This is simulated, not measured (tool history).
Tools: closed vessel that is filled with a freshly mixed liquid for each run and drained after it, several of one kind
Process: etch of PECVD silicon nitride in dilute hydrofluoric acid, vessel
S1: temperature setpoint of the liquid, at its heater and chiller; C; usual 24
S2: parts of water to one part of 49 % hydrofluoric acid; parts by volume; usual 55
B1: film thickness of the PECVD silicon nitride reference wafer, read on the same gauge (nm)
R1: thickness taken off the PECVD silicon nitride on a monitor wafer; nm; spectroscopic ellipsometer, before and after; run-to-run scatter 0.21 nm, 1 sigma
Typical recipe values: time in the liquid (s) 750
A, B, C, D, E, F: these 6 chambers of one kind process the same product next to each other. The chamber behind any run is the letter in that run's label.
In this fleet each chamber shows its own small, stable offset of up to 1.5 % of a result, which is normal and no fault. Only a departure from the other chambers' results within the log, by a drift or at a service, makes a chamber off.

{"run": "1A", "hour": 10.4, "S1": 24, "S2": 55, "time in the liquid (s)": 750, "B1": 79.972, "R1": 28.496}
{"run": "2E", "hour": 24.5, "S1": 24, "S2": 55, "time in the liquid (s)": 750, "B1": 79.961, "R1": 28.164}
{"run": "3F", "hour": 31.7, "S1": 24, "S2": 55, "time in the liquid (s)": 750, "B1": 79.973, "R1": 28.393}
{"hour": 36.9, "done": "chamber B: thermometer replaced"}
{"run": "4C", "hour": 43.8, "S1": 24, "S2": 55, "time in the liquid (s)": 750, "B1": 79.997, "R1": 28.285}
{"run": "5B", "hour": 53.1, "S1": 24, "S2": 55, "time in the liquid (s)": 750, "B1": 80.007, "R1": 28.152}
{"run": "6D", "hour": 62.8, "S1": 24, "S2": 55, "time in the liquid (s)": 1055, "B1": 80.005, "R1": 39.9}
{"run": "7E", "hour": 70.6, "S1": 24, "S2": 55, "time in the liquid (s)": 1055, "B1": 80.022, "R1": 39.349}
{"run": "8A", "hour": 81.8, "S1": 24, "S2": 55, "time in the liquid (s)": 1055, "B1": 79.978, "R1": 39.535}
{"run": "9D", "hour": 94.5, "S1": 24, "S2": 55, "time in the liquid (s)": 1055, "B1": 80.058, "R1": 40.246}
{"run": "10B", "hour": 104.8, "S1": 24, "S2": 55, "time in the liquid (s)": 1055, "B1": 79.982, "R1": 39.462}
{"run": "11F", "hour": 113.1, "S1": 24, "S2": 55, "time in the liquid (s)": 1055, "B1": 80.015, "R1": 40.155}
{"run": "12C", "hour": 124.4, "S1": 24, "S2": 55, "time in the liquid (s)": 750, "B1": 80.044, "R1": 28.246}
{"run": "13B", "hour": 132.6, "S1": 24, "S2": 55, "time in the liquid (s)": 750, "B1": 80.023, "R1": 27.659}
{"run": "14C", "hour": 141.4, "S1": 24, "S2": 55, "time in the liquid (s)": 750, "B1": 79.999, "R1": 28.057}
{"run": "15D", "hour": 148.7, "S1": 24, "S2": 55, "time in the liquid (s)": 750, "B1": 79.987, "R1": 28.784}
{"run": "16F", "hour": 160.3, "S1": 24, "S2": 75, "time in the liquid (s)": 750, "B1": 79.979, "R1": 20.899}
{"run": "17A", "hour": 172.2, "S1": 24, "S2": 75, "time in the liquid (s)": 750, "B1": 80.001, "R1": 20.28}
{"run": "18E", "hour": 181.0, "S1": 24, "S2": 75, "time in the liquid (s)": 750, "B1": 80.031, "R1": 21.042}
{"run": "19A", "hour": 190.3, "S1": 24, "S2": 75, "time in the liquid (s)": 750, "B1": 80.02, "R1": 20.89}
{"run": "20B", "hour": 197.5, "S1": 24, "S2": 75, "time in the liquid (s)": 750, "B1": 80.004, "R1": 20.686}
{"run": "21D", "hour": 205.4, "S1": 24, "S2": 75, "time in the liquid (s)": 750, "B1": 80.01, "R1": 20.976}
{"run": "22F", "hour": 215.8, "S1": 24, "S2": 55, "time in the liquid (s)": 750, "B1": 79.962, "R1": 28.609}
{"run": "23C", "hour": 228.8, "S1": 24, "S2": 55, "time in the liquid (s)": 750, "B1": 80.004, "R1": 28.3}
{"run": "24E", "hour": 236.6, "S1": 24, "S2": 55, "time in the liquid (s)": 750, "B1": 80.003, "R1": 29.133}
{"run": "25A", "hour": 246.7, "S1": 24, "S2": 55, "time in the liquid (s)": 750, "B1": 79.981, "R1": 28.332}
{"run": "26E", "hour": 255.5, "S1": 24, "S2": 55, "time in the liquid (s)": 750, "B1": 79.988, "R1": 29.21}
{"run": "27B", "hour": 265.7, "S1": 24, "S2": 55, "time in the liquid (s)": 750, "B1": 79.961, "R1": 27.843}
{"run": "28C", "hour": 273.2, "S1": 24, "S2": 55, "time in the liquid (s)": 750, "B1": 79.954, "R1": 28.149}
{"run": "29F", "hour": 287.6, "S1": 24, "S2": 55, "time in the liquid (s)": 750, "B1": 79.994, "R1": 28.676}
{"run": "30D", "hour": 298.9, "S1": 24, "S2": 55, "time in the liquid (s)": 750, "B1": 79.977, "R1": 28.713}
{"run": "31D", "hour": 307.1, "S1": 24, "S2": 55, "time in the liquid (s)": 750, "B1": 80.034, "R1": 28.699}
{"run": "32A", "hour": 320.9, "S1": 24, "S2": 55, "time in the liquid (s)": 750, "B1": 79.987, "R1": 28.052}
{"run": "33B", "hour": 329.1, "S1": 22, "S2": 25, "time in the liquid (s)": 750, "B1": 79.949, "R1": 52.946}
{"run": "34C", "hour": 335.8, "S1": 22, "S2": 25, "time in the liquid (s)": 750, "B1": 80.03, "R1": 54.265}
{"run": "35F", "hour": 348.5, "S1": 22, "S2": 25, "time in the liquid (s)": 750, "B1": 80.029, "R1": 52.818}
{"run": "36E", "hour": 359.2, "S1": 22, "S2": 25, "time in the liquid (s)": 750, "B1": 80.022, "R1": 57.81}
{"run": "37E", "hour": 366.3, "S1": 22, "S2": 25, "time in the liquid (s)": 750, "B1": 79.936, "R1": 58.485}

For the next run the whole fleet of 6 chambers uses the same settings. Give each chamber's results:
{"run": "38A", "hour": 376.6, "S1": 24, "S2": 55, "time in the liquid (s)": 390, "R1": "?"}
{"run": "38B", "hour": 376.6, "S1": 24, "S2": 55, "time in the liquid (s)": 390, "R1": "?"}
{"run": "38C", "hour": 376.6, "S1": 24, "S2": 55, "time in the liquid (s)": 390, "R1": "?"}
{"run": "38D", "hour": 376.6, "S1": 24, "S2": 55, "time in the liquid (s)": 390, "R1": "?"}
{"run": "38E", "hour": 376.6, "S1": 24, "S2": 55, "time in the liquid (s)": 390, "R1": "?"}
{"run": "38F", "hour": 376.6, "S1": 24, "S2": 55, "time in the liquid (s)": 390, "R1": "?"}

run=38A R1=14.624
run=38B R1=14.619
run=38C R1=14.749
run=38D R1=14.625
run=38E R1=15.906
run=38F R1=14.760
